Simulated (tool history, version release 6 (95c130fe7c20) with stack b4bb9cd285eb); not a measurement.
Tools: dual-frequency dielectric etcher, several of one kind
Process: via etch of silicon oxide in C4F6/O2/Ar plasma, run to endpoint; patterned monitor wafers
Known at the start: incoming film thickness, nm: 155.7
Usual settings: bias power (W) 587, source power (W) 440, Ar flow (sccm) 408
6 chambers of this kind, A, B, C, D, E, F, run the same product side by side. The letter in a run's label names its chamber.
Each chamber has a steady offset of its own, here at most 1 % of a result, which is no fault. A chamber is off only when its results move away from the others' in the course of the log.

run   hour  bias power (W)  source power (W)  Ar flow (sccm)  endpoint time (s)
 1E    6.9             587               440             408             32.277
 2A   16.6             587               440             408             32.532
 3C   24.2             587               440             408             32.235
 4B   32.1             587               440             408             31.906
 5F   37.2             499               440             341             33.735
 6D   43.4             499               440             341             33.564
 7F     53             499               440             341             33.756
 8A   62.8             499               440             341             33.624
 9C   68.6             499               440             341             33.211
        73  -- chamber B: wet clean of the chamber
10B   77.6             499               440             341             33.522
11D   85.7             494               440             408             34.843
      86.9  -- chamber E: bias power generator calibrated
12E   92.8             494               440             408             34.338
13F  101.8             494               440             408             34.467
14D  107.6             494               440             408             34.741
15C  117.4             494               440             408             34.324
16E  125.6             494               440             408             34.163
17B  133.8             587               440             408             32.183
18A  141.3             587               440             408             32.344
19D  149.5             587               440             408             32.444
20F  158.8             587               440             408             32.337
21E  163.8             587               440             408             31.989
22B  173.1             587               440             408             32.314
     173.8  -- chamber C: wet clean of the chamber
23A  177.7             587               440             408             32.165
24C  187.9             587               440             408              32.12
     194.8  -- chamber F: source power generator calibrated
25B  196.3             587               440             408             32.093
     201.6  -- chamber A: source power generator calibrated
26E    206             587               440             408             31.622
27D  214.5             587               440             408             32.241
28F  223.4             587               440             408             32.324
29C  229.3             587               440             408             32.436
30A  239.6             587               440             408             32.313
     242.6  -- chamber A: wet clean of the chamber
31C  247.6             587               440             408             32.091
     250.9  -- chamber C: source power generator calibrated
32D  254.8             587               440             408             32.612
33F    260             587               440             408             32.229
34E  267.9             587               440             408             31.507
35B  278.3             587               440             408             32.242
36A  287.1             587               440             408               32.4
37C    292             587               440             408             32.201
38D  302.4             587               440             408             32.471
39A  308.8             587               440             408             31.994
40E    315             587               440             408             31.311
41B    323             587               440             408             32.357
42F  329.7             587               440             408             32.438

Next, every chamber runs the same settings. What will each give?
43A  337.2             587               440             408                  ?
43B  337.2             587               440             408                  ?
43C  337.2             587               440             408                  ?
43D  337.2             587               440             408                  ?
43E  337.2             587               440             408                  ?
43F  337.2             587               440             408                  ?

run  endpoint time (s)
43A             32.544
43B             32.418
43C             32.108
43D             32.443
43E             30.753
43F             32.559
